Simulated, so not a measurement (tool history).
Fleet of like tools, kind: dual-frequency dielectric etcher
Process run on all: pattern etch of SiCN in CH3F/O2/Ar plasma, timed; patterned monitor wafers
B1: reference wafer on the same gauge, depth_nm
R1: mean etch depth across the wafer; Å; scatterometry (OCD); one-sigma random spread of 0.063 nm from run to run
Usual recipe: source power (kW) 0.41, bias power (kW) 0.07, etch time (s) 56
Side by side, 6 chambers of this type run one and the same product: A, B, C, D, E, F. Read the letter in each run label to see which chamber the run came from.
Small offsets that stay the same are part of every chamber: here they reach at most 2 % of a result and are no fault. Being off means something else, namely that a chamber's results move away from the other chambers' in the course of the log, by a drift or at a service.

run 1E hour=5.8 | source_power_(kW)=0.41 bias_power_(kW)=0.07 etch_time_(s)=56 | B1=20.283 | R1=210.02
run 2D hour=12.4 | source_power_(kW)=0.41 bias_power_(kW)=0.07 etch_time_(s)=56 | B1=20.292 | R1=213.04
run 3C hour=20 | source_power_(kW)=0.41 bias_power_(kW)=0.07 etch_time_(s)=56 | B1=20.313 | R1=212.62
run 4A hour=23.5 | source_power_(kW)=0.41 bias_power_(kW)=0.07 etch_time_(s)=56 | B1=20.3 | R1=212.61
run 5B hour=31.4 | source_power_(kW)=0.41 bias_power_(kW)=0.07 etch_time_(s)=56 | B1=20.274 | R1=210.03
-- hour=32.3 chamber D: wet clean of the chamber
-- hour=32.9 chamber B: wet clean of the chamber
run 6F hour=36.6 | source_power_(kW)=0.41 bias_power_(kW)=0.07 etch_time_(s)=56 | B1=20.291 | R1=210.37
run 7A hour=44.1 | source_power_(kW)=0.41 bias_power_(kW)=0.07 etch_time_(s)=56 | B1=20.295 | R1=211.87
run 8F hour=47.8 | source_power_(kW)=0.41 bias_power_(kW)=0.07 etch_time_(s)=56 | B1=20.303 | R1=210.08
run 9E hour=52.3 | source_power_(kW)=0.41 bias_power_(kW)=0.07 etch_time_(s)=56 | B1=20.293 | R1=209.6
run 10D hour=59.6 | source_power_(kW)=0.41 bias_power_(kW)=0.07 etch_time_(s)=56 | B1=20.317 | R1=214.22
run 11B hour=65.8 | source_power_(kW)=0.41 bias_power_(kW)=0.07 etch_time_(s)=56 | B1=20.306 | R1=210.55
run 12C hour=71.6 | source_power_(kW)=0.41 bias_power_(kW)=0.07 etch_time_(s)=56 | B1=20.296 | R1=211.58
run 13D hour=79 | source_power_(kW)=0.41 bias_power_(kW)=0.07 etch_time_(s)=56 | B1=20.299 | R1=212.7
run 14E hour=84.9 | source_power_(kW)=0.41 bias_power_(kW)=0.07 etch_time_(s)=56 | B1=20.299 | R1=210.28
run 15C hour=91 | source_power_(kW)=0.34 bias_power_(kW)=0.056 etch_time_(s)=56 | B1=20.303 | R1=182.13
run 16A hour=97.7 | source_power_(kW)=0.34 bias_power_(kW)=0.056 etch_time_(s)=56 | B1=20.304 | R1=183.24
run 17F hour=103.5 | source_power_(kW)=0.34 bias_power_(kW)=0.056 etch_time_(s)=56 | B1=20.302 | R1=181.54
run 18B hour=109.5 | source_power_(kW)=0.34 bias_power_(kW)=0.056 etch_time_(s)=56 | B1=20.304 | R1=182.67
run 19B hour=115.4 | source_power_(kW)=0.34 bias_power_(kW)=0.056 etch_time_(s)=56 | B1=20.294 | R1=180.97
run 20D hour=119.6 | source_power_(kW)=0.34 bias_power_(kW)=0.056 etch_time_(s)=56 | B1=20.275 | R1=184.26
run 21F hour=124.8 | source_power_(kW)=0.41 bias_power_(kW)=0.07 etch_time_(s)=56 | B1=20.303 | R1=210.38
run 22E hour=132.5 | source_power_(kW)=0.41 bias_power_(kW)=0.07 etch_time_(s)=56 | B1=20.313 | R1=211.4
-- hour=134.5 chamber E: wet clean of the chamber
run 23C hour=139.5 | source_power_(kW)=0.41 bias_power_(kW)=0.07 etch_time_(s)=56 | B1=20.303 | R1=213.18
run 24A hour=143.4 | source_power_(kW)=0.41 bias_power_(kW)=0.07 etch_time_(s)=56 | B1=20.308 | R1=213.06
run 25B hour=149.2 | source_power_(kW)=0.41 bias_power_(kW)=0.07 etch_time_(s)=56 | B1=20.289 | R1=209.86
run 26D hour=155.1 | source_power_(kW)=0.47 bias_power_(kW)=0.07 etch_time_(s)=56 | B1=20.313 | R1=224.82
run 27E hour=158.7 | source_power_(kW)=0.47 bias_power_(kW)=0.07 etch_time_(s)=56 | B1=20.303 | R1=214.89
run 28F hour=165.5 | source_power_(kW)=0.47 bias_power_(kW)=0.07 etch_time_(s)=56 | B1=20.3 | R1=221.5
run 29A hour=172.5 | source_power_(kW)=0.47 bias_power_(kW)=0.07 etch_time_(s)=56 | B1=20.306 | R1=224.21
run 30C hour=176.1 | source_power_(kW)=0.47 bias_power_(kW)=0.07 etch_time_(s)=56 | B1=20.299 | R1=222.6
run 31F hour=181.9 | source_power_(kW)=0.47 bias_power_(kW)=0.07 etch_time_(s)=56 | B1=20.292 | R1=220.79
run 32A hour=186.6 | source_power_(kW)=0.41 bias_power_(kW)=0.07 etch_time_(s)=56 | B1=20.299 | R1=213.16
run 33D hour=190.5 | source_power_(kW)=0.41 bias_power_(kW)=0.07 etch_time_(s)=56 | B1=20.311 | R1=212.83
run 34E hour=194.4 | source_power_(kW)=0.41 bias_power_(kW)=0.07 etch_time_(s)=56 | B1=20.294 | R1=204.58
run 35C hour=200.2 | source_power_(kW)=0.41 bias_power_(kW)=0.076 etch_time_(s)=62.5 | B1=20.302 | R1=242.49
run 36B hour=208 | source_power_(kW)=0.41 bias_power_(kW)=0.076 etch_time_(s)=62.5 | B1=20.291 | R1=239.23
run 37C hour=212.9 | source_power_(kW)=0.41 bias_power_(kW)=0.076 etch_time_(s)=62.5 | B1=20.293 | R1=241.76
run 38E hour=220.9 | source_power_(kW)=0.41 bias_power_(kW)=0.076 etch_time_(s)=62.5 | B1=20.301 | R1=234.07
run 39F hour=227.3 | source_power_(kW)=0.41 bias_power_(kW)=0.076 etch_time_(s)=62.5 | B1=20.319 | R1=242.42
run 40D hour=234.4 | source_power_(kW)=0.41 bias_power_(kW)=0.076 etch_time_(s)=62.5 | B1=20.302 | R1=245.35
run 41B hour=239.4 | source_power_(kW)=0.41 bias_power_(kW)=0.07 etch_time_(s)=56 | B1=20.293 | R1=209.05

Has any chamber moved away from the others, gradually or after a service, or does the common gauge drift, or do the chambers differ only by their own small steady offsets? State the chamber and the most likely cause if one applies.

The work done on chamber E during a service left it standing apart from the others.
Most likely cause: etch rate under this chamber's usual, % = 2.86.

Here are 4 candidates for chamber E's next run, each the usual settings with a change, their results left as question marks. Which one brings its results back in line with what the others give on the usual settings?
Counts as in line when no further than this from what the other chambers average on the usual settings: R1 2.2 Å
run 42E-1 hour=245.3 | source_power_(kW)=0.38 bias_power_(kW)=0.064 etch_time_(s)=56 | R1=?
run 42E-2 hour=245.3 | source_power_(kW)=0.41 bias_power_(kW)=0.071 etch_time_(s)=59 | R1=?
run 42E-3 hour=245.3 | source_power_(kW)=0.41 bias_power_(kW)=0.069 etch_time_(s)=54.5 | R1=?
run 42E-4 hour=245.3 | source_power_(kW)=0.41 bias_power_(kW)=0.077 etch_time_(s)=56 | R1=?

Usual-settings mean across the other chambers: R1 211.48 Å
run=42E-1 R1=192.2
run=42E-2 R1=216.18
run=42E-3 R1=197.7
run=42E-4 R1=211.18
With 42E-4, the chamber falls back in line with the rest.

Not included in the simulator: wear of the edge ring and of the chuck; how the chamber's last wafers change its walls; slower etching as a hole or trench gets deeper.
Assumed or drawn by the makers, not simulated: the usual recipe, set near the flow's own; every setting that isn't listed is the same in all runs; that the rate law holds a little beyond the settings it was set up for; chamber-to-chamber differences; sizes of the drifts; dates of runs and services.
